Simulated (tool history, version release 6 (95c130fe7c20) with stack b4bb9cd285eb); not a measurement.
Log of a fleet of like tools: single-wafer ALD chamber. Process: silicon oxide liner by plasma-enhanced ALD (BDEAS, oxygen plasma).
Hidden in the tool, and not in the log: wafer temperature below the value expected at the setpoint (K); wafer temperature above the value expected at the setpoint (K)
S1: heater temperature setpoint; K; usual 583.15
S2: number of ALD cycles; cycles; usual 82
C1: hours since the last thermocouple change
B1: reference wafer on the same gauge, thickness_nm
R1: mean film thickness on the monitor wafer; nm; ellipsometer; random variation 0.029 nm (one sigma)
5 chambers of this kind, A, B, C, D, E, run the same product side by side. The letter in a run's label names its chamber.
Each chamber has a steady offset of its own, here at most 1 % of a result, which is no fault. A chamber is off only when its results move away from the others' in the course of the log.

run    day      S1  S2      C1      B1      R1
 1C  0.262  583.15  82  1481.0  8.6495  7.4332
 2D  0.446  583.15  82  1575.5  8.6422  7.5535
 3E  0.579  583.15  82   422.2  8.6457  7.5386
 4B  0.850  583.15  82  1549.3  8.6377  7.5682
 5A  1.033  583.15  82   199.7  8.6330  7.5574
 6E  1.288  570.15  82   439.2  8.6403  7.7054
 7C  1.521  570.15  82  1511.2  8.6326  7.6458
 8D  1.712  570.15  82  1605.9  8.6462  7.7138
 9B  1.938  570.15  82  1575.4  8.6479  7.7459
10A  2.067  570.15  82   224.5  8.6467  7.6950
11E  2.229  590.15  96   461.8  8.6400  8.7257
12C  2.512  590.15  96  1535.0  8.6482  8.6554
13D  2.712  590.15  96  1629.9  8.6445  8.7685
14B  2.871  590.15  96  1597.8  8.6425  8.7249
15A  3.117  590.15  96   249.7  8.6358  8.7156
16B  3.338  583.15  82  1609.0  8.6370  7.5196
     3.342  -- chamber D: thermocouple changed; heater temperature recalibrated
17C  3.467  583.15  82  1557.9  8.6375  7.4287
18A  3.742  583.15  82   264.7  8.6405  7.4737
19D  3.933  596.15  82    14.2  8.6402  7.3934
20E  4.179  596.15  82   508.6  8.6472  7.4541
21E  4.362  596.15  82   513.0  8.6487  7.3788
22B  4.629  596.15  82  1640.0  8.6409  7.3956
23A  4.846  596.15  82   291.2  8.6411  7.4121
24C  5.096  583.15  82  1597.0  8.6439  7.4925
25D  5.350  583.15  82    48.2  8.6509  7.5487
26C  5.550  583.15  82  1607.9  8.6420  7.4483
27B  5.679  594.15  95  1665.2  8.6347  8.5784
28D  5.833  594.15  95    59.8  8.6410  8.5618
29A  6.071  594.15  95   320.6  8.6472  8.5694
30E  6.317  594.15  95   559.9  8.6321  8.5395
31A  6.467  594.15  95   330.1  8.6392  8.5364

What goes on in this fleet: one chamber off, a drifting gauge, or nothing beyond the chambers' own small offsets? Name the chamber and the cause, if any.

No chamber stands off beyond its own small offset, and the gauge holds steady.

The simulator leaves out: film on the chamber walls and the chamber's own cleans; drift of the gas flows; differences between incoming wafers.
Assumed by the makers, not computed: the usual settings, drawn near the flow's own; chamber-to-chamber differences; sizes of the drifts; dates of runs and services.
